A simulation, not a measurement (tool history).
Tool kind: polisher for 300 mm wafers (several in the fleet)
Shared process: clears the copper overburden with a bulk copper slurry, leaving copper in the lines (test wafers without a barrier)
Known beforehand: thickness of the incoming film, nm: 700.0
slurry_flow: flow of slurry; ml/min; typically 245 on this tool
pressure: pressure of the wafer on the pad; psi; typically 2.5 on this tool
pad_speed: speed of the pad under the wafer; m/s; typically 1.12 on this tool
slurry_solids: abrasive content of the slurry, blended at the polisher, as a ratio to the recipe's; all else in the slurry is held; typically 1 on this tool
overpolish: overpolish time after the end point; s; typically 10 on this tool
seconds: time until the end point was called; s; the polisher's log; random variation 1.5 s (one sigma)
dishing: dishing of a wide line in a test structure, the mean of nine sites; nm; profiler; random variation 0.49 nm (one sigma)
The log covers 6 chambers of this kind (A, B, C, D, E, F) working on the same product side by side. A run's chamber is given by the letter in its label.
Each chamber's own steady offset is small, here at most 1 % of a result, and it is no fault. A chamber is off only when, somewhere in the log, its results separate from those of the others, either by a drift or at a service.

{"day": 0.142, "done": "chamber D: worn pad replaced by a new one"}
{"run": "1C", "day": 0.304, "slurry_flow": 245, "pressure": 2.5, "pad_speed": 1.12, "slurry_solids": 1, "overpolish": 10, "seconds": 82.746, "dishing": 48.096}
{"day": 0.717, "done": "chamber D: slurry blender recalibrated"}
{"run": "2F", "day": 0.942, "slurry_flow": 245, "pressure": 2.5, "pad_speed": 1.12, "slurry_solids": 1, "overpolish": 10, "seconds": 81.202, "dishing": 47.712}
{"day": 1.071, "done": "chamber A: worn pad replaced by a new one"}
{"day": 1.258, "done": "chamber F: worn pad replaced by a new one"}
{"run": "3A", "day": 1.425, "slurry_flow": 245, "pressure": 2.5, "pad_speed": 1.12, "slurry_solids": 1, "overpolish": 10, "seconds": 83.883, "dishing": 49.195}
{"day": 1.708, "done": "chamber D: head pressure recalibrated"}
{"run": "4B", "day": 1.883, "slurry_flow": 245, "pressure": 2.5, "pad_speed": 1.12, "slurry_solids": 1, "overpolish": 10, "seconds": 81.677, "dishing": 48.332}
{"run": "5E", "day": 2.254, "slurry_flow": 245, "pressure": 2.5, "pad_speed": 1.12, "slurry_solids": 1, "overpolish": 10, "seconds": 82.23, "dishing": 47.706}
{"day": 2.375, "done": "chamber A: slurry blender recalibrated"}
{"run": "6D", "day": 2.725, "slurry_flow": 245, "pressure": 2.5, "pad_speed": 1.12, "slurry_solids": 1, "overpolish": 10, "seconds": 81.112, "dishing": 48.937}
{"day": 2.767, "done": "chamber C: worn pad replaced by a new one"}
{"run": "7E", "day": 3.025, "slurry_flow": 245, "pressure": 2.5, "pad_speed": 1.12, "slurry_solids": 1, "overpolish": 10, "seconds": 82.184, "dishing": 49.448}
{"day": 3.567, "done": "chamber E: worn pad replaced by a new one"}
{"run": "8D", "day": 3.571, "slurry_flow": 245, "pressure": 2.5, "pad_speed": 1.12, "slurry_solids": 1, "overpolish": 10, "seconds": 82.952, "dishing": 47.99}
{"day": 3.858, "done": "chamber B: worn pad replaced by a new one"}
{"day": 3.979, "done": "chamber D: worn pad replaced by a new one"}
{"day": 4.058, "done": "chamber B: slurry nozzle cleaned"}
{"run": "9C", "day": 4.088, "slurry_flow": 245, "pressure": 2.5, "pad_speed": 1.12, "slurry_solids": 1, "overpolish": 10, "seconds": 80.865, "dishing": 48.911}
{"day": 4.25, "done": "chamber A: worn pad replaced by a new one"}
{"run": "10F", "day": 4.521, "slurry_flow": 245, "pressure": 2.5, "pad_speed": 1.12, "slurry_solids": 1, "overpolish": 10, "seconds": 82.486, "dishing": 47.817}
{"run": "11A", "day": 4.892, "slurry_flow": 245, "pressure": 2.5, "pad_speed": 0.98, "slurry_solids": 1, "overpolish": 13, "seconds": 89.076, "dishing": 53.282}
{"day": 5.083, "done": "chamber F: head pressure recalibrated"}
{"day": 5.129, "done": "chamber F: worn pad replaced by a new one"}
{"run": "12B", "day": 5.462, "slurry_flow": 245, "pressure": 2.5, "pad_speed": 0.98, "slurry_solids": 1, "overpolish": 13, "seconds": 91.182, "dishing": 52.622}
{"run": "13D", "day": 5.8, "slurry_flow": 245, "pressure": 2.5, "pad_speed": 0.98, "slurry_solids": 1, "overpolish": 13, "seconds": 92.013, "dishing": 52.711}
{"day": 6.033, "done": "chamber C: slurry blender recalibrated"}
{"day": 6.096, "done": "chamber E: slurry nozzle cleaned"}
{"run": "14F", "day": 6.183, "slurry_flow": 245, "pressure": 2.5, "pad_speed": 0.98, "slurry_solids": 1, "overpolish": 13, "seconds": 91.929, "dishing": 52.051}
{"run": "15C", "day": 6.596, "slurry_flow": 245, "pressure": 2.5, "pad_speed": 0.98, "slurry_solids": 1, "overpolish": 13, "seconds": 94.001, "dishing": 52.156}
{"day": 6.829, "done": "chamber C: worn pad replaced by a new one"}
{"day": 7.058, "done": "chamber A: slurry nozzle cleaned"}
{"run": "16B", "day": 7.104, "slurry_flow": 245, "pressure": 2.5, "pad_speed": 0.98, "slurry_solids": 1, "overpolish": 13, "seconds": 93.245, "dishing": 51.834}
{"day": 7.158, "done": "chamber D: slurry blender recalibrated"}
{"day": 7.229, "done": "chamber B: worn pad replaced by a new one"}
{"run": "17E", "day": 7.421, "slurry_flow": 245, "pressure": 2.5, "pad_speed": 0.86, "slurry_solids": 1, "overpolish": 10, "seconds": 108.66, "dishing": 40.176}
{"day": 7.629, "done": "chamber A: worn pad replaced by a new one"}
{"day": 7.629, "done": "chamber B: slurry blender recalibrated"}
{"day": 7.65, "done": "chamber D: worn pad replaced by a new one"}
{"run": "18A", "day": 7.812, "slurry_flow": 245, "pressure": 2.5, "pad_speed": 0.86, "slurry_solids": 1, "overpolish": 10, "seconds": 106.2, "dishing": 41.334}
{"day": 8.325, "done": "chamber F: worn pad replaced by a new one"}
{"day": 8.392, "done": "chamber F: slurry nozzle cleaned"}
{"run": "19E", "day": 8.442, "slurry_flow": 245, "pressure": 2.5, "pad_speed": 0.86, "slurry_solids": 1, "overpolish": 10, "seconds": 106.29, "dishing": 41.012}
{"run": "20B", "day": 9.017, "slurry_flow": 245, "pressure": 2.5, "pad_speed": 0.86, "slurry_solids": 1, "overpolish": 10, "seconds": 107.42, "dishing": 39.876}
{"run": "21D", "day": 9.362, "slurry_flow": 245, "pressure": 2.5, "pad_speed": 0.86, "slurry_solids": 1, "overpolish": 10, "seconds": 106.41, "dishing": 39.738}
{"day": 9.433, "done": "chamber A: head pressure recalibrated"}
{"run": "22A", "day": 9.838, "slurry_flow": 245, "pressure": 2.5, "pad_speed": 0.86, "slurry_solids": 1, "overpolish": 10, "seconds": 106.61, "dishing": 40.297}
{"day": 10.271, "done": "chamber E: worn pad replaced by a new one"}
{"run": "23C", "day": 10.458, "slurry_flow": 245, "pressure": 2.5, "pad_speed": 1.12, "slurry_solids": 1, "overpolish": 10, "seconds": 80.296, "dishing": 48.5}
{"day": 10.796, "done": "chamber B: worn pad replaced by a new one"}
{"day": 10.821, "done": "chamber C: worn pad replaced by a new one"}
{"run": "24F", "day": 10.912, "slurry_flow": 245, "pressure": 2.5, "pad_speed": 1.12, "slurry_solids": 1, "overpolish": 10, "seconds": 84.006, "dishing": 47.946}
{"run": "25F", "day": 11.283, "slurry_flow": 245, "pressure": 2.5, "pad_speed": 1.12, "slurry_solids": 1, "overpolish": 10, "seconds": 82.787, "dishing": 47.647}
{"day": 11.417, "done": "chamber A: worn pad replaced by a new one"}
{"day": 11.575, "done": "chamber D: worn pad replaced by a new one"}
{"run": "26D", "day": 11.912, "slurry_flow": 205, "pressure": 2.5, "pad_speed": 1.12, "slurry_solids": 1, "overpolish": 10, "seconds": 81.633, "dishing": 47.178}
{"day": 11.954, "done": "chamber F: worn pad replaced by a new one"}
{"run": "27E", "day": 12.242, "slurry_flow": 205, "pressure": 2.5, "pad_speed": 1.12, "slurry_solids": 1, "overpolish": 10, "seconds": 83.395, "dishing": 47.532}
{"run": "28C", "day": 12.817, "slurry_flow": 205, "pressure": 2.5, "pad_speed": 1.12, "slurry_solids": 1, "overpolish": 10, "seconds": 83.885, "dishing": 47.976}
{"run": "29A", "day": 13.112, "slurry_flow": 205, "pressure": 2.5, "pad_speed": 1.12, "slurry_solids": 1, "overpolish": 10, "seconds": 84.99, "dishing": 47.78}
{"day": 13.15, "done": "chamber F: slurry blender recalibrated"}
{"day": 13.375, "done": "chamber D: slurry blender recalibrated"}
{"run": "30B", "day": 13.429, "slurry_flow": 205, "pressure": 2.5, "pad_speed": 1.12, "slurry_solids": 1, "overpolish": 10, "seconds": 84.418, "dishing": 47.374}
{"run": "31F", "day": 13.871, "slurry_flow": 205, "pressure": 2.5, "pad_speed": 1.12, "slurry_solids": 1, "overpolish": 10, "seconds": 81.107, "dishing": 46.774}
{"day": 14.475, "done": "chamber A: worn pad replaced by a new one"}
{"run": "32D", "day": 14.517, "slurry_flow": 245, "pressure": 2.5, "pad_speed": 1.12, "slurry_solids": 1, "overpolish": 10, "seconds": 82.006, "dishing": 47.436}
{"day": 14.688, "done": "chamber B: worn pad replaced by a new one"}
{"day": 14.95, "done": "chamber C: slurry blender recalibrated"}
{"run": "33C", "day": 15.083, "slurry_flow": 245, "pressure": 2.5, "pad_speed": 1.12, "slurry_solids": 1, "overpolish": 10, "seconds": 81.604, "dishing": 48.767}
{"day": 15.304, "done": "chamber E: worn pad replaced by a new one"}
{"run": "34A", "day": 15.579, "slurry_flow": 245, "pressure": 2.5, "pad_speed": 1.12, "slurry_solids": 1, "overpolish": 10, "seconds": 83.057, "dishing": 49.029}
{"run": "35E", "day": 15.954, "slurry_flow": 245, "pressure": 2.5, "pad_speed": 1.12, "slurry_solids": 1, "overpolish": 10, "seconds": 82.088, "dishing": 48.009}
{"day": 16.5, "done": "chamber B: slurry blender recalibrated"}
{"run": "36B", "day": 16.55, "slurry_flow": 245, "pressure": 2.5, "pad_speed": 1.12, "slurry_solids": 1, "overpolish": 10, "seconds": 81.475, "dishing": 49.075}
{"run": "37A", "day": 17.029, "slurry_flow": 245, "pressure": 2.5, "pad_speed": 1.12, "slurry_solids": 1, "overpolish": 8, "seconds": 81.41, "dishing": 41.989}
{"run": "38B", "day": 17.408, "slurry_flow": 245, "pressure": 2.5, "pad_speed": 1.12, "slurry_solids": 1, "overpolish": 8, "seconds": 79.507, "dishing": 41.159}

Next, every chamber runs the same settings. What will each give?
{"run": "39A", "day": 17.888, "slurry_flow": 190, "pressure": 2.5, "pad_speed": 1.12, "slurry_solids": 1, "overpolish": 10, "seconds": "?", "dishing": "?"}
{"run": "39B", "day": 17.888, "slurry_flow": 190, "pressure": 2.5, "pad_speed": 1.12, "slurry_solids": 1, "overpolish": 10, "seconds": "?", "dishing": "?"}
{"run": "39C", "day": 17.888, "slurry_flow": 190, "pressure": 2.5, "pad_speed": 1.12, "slurry_solids": 1, "overpolish": 10, "seconds": "?", "dishing": "?"}
{"run": "39D", "day": 17.888, "slurry_flow": 190, "pressure": 2.5, "pad_speed": 1.12, "slurry_solids": 1, "overpolish": 10, "seconds": "?", "dishing": "?"}
{"run": "39E", "day": 17.888, "slurry_flow": 190, "pressure": 2.5, "pad_speed": 1.12, "slurry_solids": 1, "overpolish": 10, "seconds": "?", "dishing": "?"}
{"run": "39F", "day": 17.888, "slurry_flow": 190, "pressure": 2.5, "pad_speed": 1.12, "slurry_solids": 1, "overpolish": 10, "seconds": "?", "dishing": "?"}

run=39A seconds=86.1 dishing=47.97
run=39B seconds=83.022 dishing=48.321
run=39C seconds=85.335 dishing=46.623
run=39D seconds=84.861 dishing=46.86
run=39E seconds=82.946 dishing=46.988
run=39F seconds=85.008 dishing=47.125
